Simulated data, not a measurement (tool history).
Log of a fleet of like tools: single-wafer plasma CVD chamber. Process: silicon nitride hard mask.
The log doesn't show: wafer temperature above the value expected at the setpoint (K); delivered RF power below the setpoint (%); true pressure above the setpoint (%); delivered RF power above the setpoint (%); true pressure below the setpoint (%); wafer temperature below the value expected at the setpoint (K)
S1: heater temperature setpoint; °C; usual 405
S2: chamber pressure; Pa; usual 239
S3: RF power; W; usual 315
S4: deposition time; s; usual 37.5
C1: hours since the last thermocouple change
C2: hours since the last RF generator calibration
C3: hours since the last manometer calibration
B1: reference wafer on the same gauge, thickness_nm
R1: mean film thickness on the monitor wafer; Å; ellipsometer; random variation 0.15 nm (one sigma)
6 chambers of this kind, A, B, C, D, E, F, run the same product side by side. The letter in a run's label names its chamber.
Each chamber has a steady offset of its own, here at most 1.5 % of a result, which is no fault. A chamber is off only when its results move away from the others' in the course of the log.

run,hour,S1,S2,S3,S4,C1,C2,C3,B1,R1
1C,10.1,405,239,315,37.5,313.7,1357.4,59.8,45.197,465.20
2F,16.9,405,239,315,37.5,605.1,1006.7,894.5,45.229,465.77
3B,22.8,405,239,315,37.5,2408.5,1289.5,1922.8,45.199,457.04
4A,30.7,405,239,315,37.5,121.8,880.5,1728.8,45.213,463.34
5E,39.3,405,239,315,37.5,294.5,576.0,836.7,45.255,457.93
6D,49.7,400,239,315,37.5,1233.5,500.5,1250.3,45.188,457.12
7E,57.4,400,239,315,37.5,312.6,594.1,854.8,45.224,459.94
# hour 58.0: chamber C: RF generator calibrated
# hour 67.8: chamber B: thermocouple changed; heater temperature recalibrated
8C,70.9,400,239,315,37.5,374.5,12.9,120.6,45.187,463.94
9B,80.4,400,239,315,37.5,12.7,1347.1,1980.4,45.192,456.67
10A,89.2,400,239,315,37.5,180.3,939.0,1787.3,45.201,464.39
11D,98.7,400,239,315,37.5,1282.5,549.5,1299.3,45.220,459.41
12F,111.2,405,239,315,37.5,699.4,1101.0,988.8,45.225,462.38
13E,121.6,405,239,315,37.5,376.8,658.3,919.0,45.212,456.67
14C,132.6,405,239,315,37.5,436.2,74.6,182.3,45.246,463.44
15A,144.3,405,239,315,37.5,235.4,994.1,1842.4,45.159,463.03
16F,157.2,405,239,315,37.5,745.4,1147.0,1034.8,45.217,462.48
17B,170.6,405,239,315,37.5,102.9,1437.3,2070.6,45.152,458.60
18D,182.7,405,239,315,37.5,1366.5,633.5,1383.3,45.190,458.10
19B,189.5,405,239,315,37.5,121.8,1456.2,2089.5,45.217,457.59
20F,199.8,405,239,315,37.5,788.0,1189.6,1077.4,45.176,465.68
21A,209.8,405,239,315,37.5,300.9,1059.6,1907.9,45.177,457.66
22D,219.8,405,239,315,37.5,1403.6,670.6,1420.4,45.214,456.77
23E,226.0,405,239,315,40.7,481.2,762.7,1023.4,45.216,494.79
24C,233.5,405,239,315,40.7,537.1,175.5,283.2,45.213,503.63
25C,245.2,405,239,315,40.7,548.8,187.2,294.9,45.167,504.58
26A,254.8,405,239,315,40.7,345.9,1104.6,1952.9,45.213,492.77
27D,267.4,405,239,315,40.7,1451.2,718.2,1468.0,45.218,500.75
28B,278.9,405,239,315,40.7,211.2,1545.6,2178.9,45.185,495.87
# hour 286.0: chamber D: thermocouple changed; heater temperature recalibrated
29F,291.8,405,239,315,37.5,880.0,1281.6,1169.4,45.152,465.67
30E,300.7,405,239,315,37.5,555.9,837.4,1098.1,45.207,457.82
31C,309.8,405,239,295,37.5,613.4,251.8,359.5,45.216,447.21
32B,316.1,405,239,295,37.5,248.4,1582.8,2216.1,45.234,434.52
33A,323.4,405,239,295,37.5,414.5,1173.2,2021.5,45.228,424.06
34D,332.9,405,239,295,37.5,46.9,783.7,1533.5,45.226,434.51
35E,338.9,405,239,295,37.5,594.1,875.6,1136.3,45.232,439.45
36F,346.3,405,239,295,37.5,934.5,1336.1,1223.9,45.233,447.26

What goes on in this fleet: one chamber off, a drifting gauge, or nothing beyond the chambers' own small offsets? Name the chamber and the cause, if any.

Chamber A drifts away from the others.
Cause: delivered RF power below the setpoint (%) = 6.53.

Here are 4 candidates for chamber A's next run, each the usual settings with a change, their results left as question marks. Which one brings its results back in line with what the others give on the usual settings?
In line means no further than this from the other chambers' mean on the usual settings: R1 5.20 Å
37A-1,356.1,405,255,315,37.5,,,,,?
37A-2,356.1,405,239,305,37.5,,,,,?
37A-3,356.1,405,239,310,36.5,,,,,?
37A-4,356.1,405,239,335,37.5,,,,,?

The other chambers' mean on the usual settings: R1 460.31 Å
run,R1
37A-1,450.39
37A-2,432.73
37A-3,425.85
37A-4,460.55
37A-4 brings the chamber back in line.
